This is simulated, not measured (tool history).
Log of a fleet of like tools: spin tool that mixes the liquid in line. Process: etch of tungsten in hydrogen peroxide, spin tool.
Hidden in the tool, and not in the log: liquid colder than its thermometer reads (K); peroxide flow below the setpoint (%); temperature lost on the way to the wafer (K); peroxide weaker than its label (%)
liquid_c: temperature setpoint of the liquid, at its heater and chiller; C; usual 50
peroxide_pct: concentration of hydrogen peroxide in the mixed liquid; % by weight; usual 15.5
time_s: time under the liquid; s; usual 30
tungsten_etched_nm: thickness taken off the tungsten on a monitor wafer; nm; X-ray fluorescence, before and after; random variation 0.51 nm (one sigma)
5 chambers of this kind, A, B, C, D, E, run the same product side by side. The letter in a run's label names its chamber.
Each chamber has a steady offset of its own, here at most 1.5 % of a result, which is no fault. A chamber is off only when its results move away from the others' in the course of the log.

run	hour	liquid_c	peroxide_pct	time_s	hours since the thermometer was replaced	hours since the peroxide flow meter was replaced	hours since the heated supply line was repaired	hours since the drum of peroxide was connected	read-back film thickness of the tungsten reference wafer, read on the same gauge (nm)	tungsten_etched_nm
1A	9.5	50	15.5	30	261.8	795	1930.1	228.4	29.99	73.262
2C	16	50	15.5	30	1904.6	509.5	2324.6	240.3	30.029	74.068
3B	28.5	50	15.5	30	823.8	285.2	2214.6	332	30.013	73.683
4D	34.3	50	15.5	30	240.9	188.4	932	489.7	30.026	74.15
5E	44.2	50	15.5	30	496.1	646.6	1275	663.9	30.003	73.473
6E	54.8	57.5	15.5	45	506.7	657.2	1285.6	674.5	30.005	172.28
# hour 64.7: chamber B: new drum of peroxide connected
7D	68.1	57.5	15.5	45	274.7	222.2	965.8	523.5	29.987	172.49
8B	77.8	57.5	15.5	45	873.1	334.5	2263.9	13.1	30.034	172.07
9A	85.6	57.5	15.5	45	337.9	871.1	2006.2	304.5	29.988	172.24
# hour 91.7: chamber E: new drum of peroxide connected
10C	96.1	57.5	15.5	45	1984.7	589.6	2404.7	320.4	30.002	174.02
11A	104.7	50	15.5	30	357	890.2	2025.3	323.6	29.997	72.142
12D	113.3	50	15.5	30	319.9	267.4	1011	568.7	29.999	74.421
# hour 124.6: chamber A: new drum of peroxide connected
13E	126	50	15.5	30	577.9	728.4	1356.8	34.3	30.003	71.431
14B	135	50	15.5	30	930.3	391.7	2321.1	70.3	30.019	73.539
15C	143.9	50	15.5	30	2032.5	637.4	2452.5	368.2	30.015	74.48
16D	153.5	50	15.5	15	360.1	307.6	1051.2	608.9	30.028	37.241
17C	164.8	50	15.5	15	2053.4	658.3	2473.4	389.1	30.034	36.588
18B	170.7	50	15.5	15	966	427.4	2356.8	106	30.012	36.241
19A	181.9	50	15.5	15	434.2	967.4	2102.5	57.3	29.965	36.26
20E	195.4	50	15.5	15	647.3	797.8	1426.2	103.7	29.971	35.606
# hour 201.9: chamber E: heated supply line repaired
21B	206.2	50	15.5	30	1001.5	462.9	2392.3	141.5	30.051	74.267
22C	217.8	50	15.5	30	2106.4	711.3	2526.4	442.1	29.974	73.694
23E	229.1	50	15.5	30	681	831.5	27.2	137.4	30.007	70.158
24D	236.6	50	18	30	443.2	390.7	1134.3	692	30.023	79.086
25A	244.3	50	18	30	496.6	1029.8	2164.9	119.7	29.977	78.464
26D	256.5	50	18	30	463.1	410.6	1154.2	711.9	30.002	79.55
27C	266.7	50	18	30	2155.3	760.2	2575.3	491	29.999	79.543
28B	279.8	50	18	30	1075.1	536.5	2465.9	215.1	30.014	79.396
29A	291.5	50	15.5	30	543.8	1077	2212.1	166.9	30.016	71.67
30E	297.5	50	15.5	30	749.4	899.9	95.6	205.8	30.002	70.239
31D	310.9	50	15.5	30	517.5	465	1208.6	766.3	30.011	74.366
# hour 318.9: chamber C: new drum of peroxide connected
32C	320.3	50	15.5	30	2208.9	813.8	2628.9	1.5	30.018	73.672
33A	333.5	50	15.5	30	585.8	1119	2254.1	208.9	30.007	73.28
# hour 340.5: chamber A: peroxide flow meter replaced
34B	346.1	50	15.5	30	1141.4	602.8	2532.2	281.4	29.995	73.464
35E	355.4	50	15.5	30	807.3	957.8	153.5	263.7	30.038	69.174
36D	367.5	50	15.5	30	574.1	521.6	1265.2	822.9	29.995	74.642
37A	378.9	50	15.5	30	631.2	38.4	2299.5	254.3	30.001	72.919
38B	388.6	50	13.5	45	1183.9	645.3	2574.7	323.9	29.972	102.98
39E	401.6	50	13.5	45	853.5	1004	199.7	309.9	29.987	95.866
40C	413.8	50	13.5	45	2302.4	907.3	2722.4	95	29.976	103.63

Is one chamber off against the others, does the gauge drift, or is nothing wrong? If a chamber is off, say which, and what the likeliest cause is.

Chamber E drifts away from the others.
Cause: peroxide flow below the setpoint (%) = 12.3.
The log may not tell that from: liquid colder than its thermometer reads (K).

Here are 4 candidates for chamber E's next run, each the usual settings with a change, their results left as question marks. Which one brings its results back in line with what the others give on the usual settings?
In line means no further than this from the other chambers' mean on the usual settings: tungsten_etched_nm 1.8 nm
41E-1	423.5	51	15.5	30						?
41E-2	423.5	49.5	15.5	30						?
41E-3	423.5	50.5	15.5	30						?
41E-4	423.5	49	15.5	30						?

The other chambers' mean on the usual settings: tungsten_etched_nm 73.475 nm
run	tungsten_etched_nm
41E-1	73.164
41E-2	66.764
41E-3	70.972
41E-4	64.745
41E-1 brings the chamber back in line.

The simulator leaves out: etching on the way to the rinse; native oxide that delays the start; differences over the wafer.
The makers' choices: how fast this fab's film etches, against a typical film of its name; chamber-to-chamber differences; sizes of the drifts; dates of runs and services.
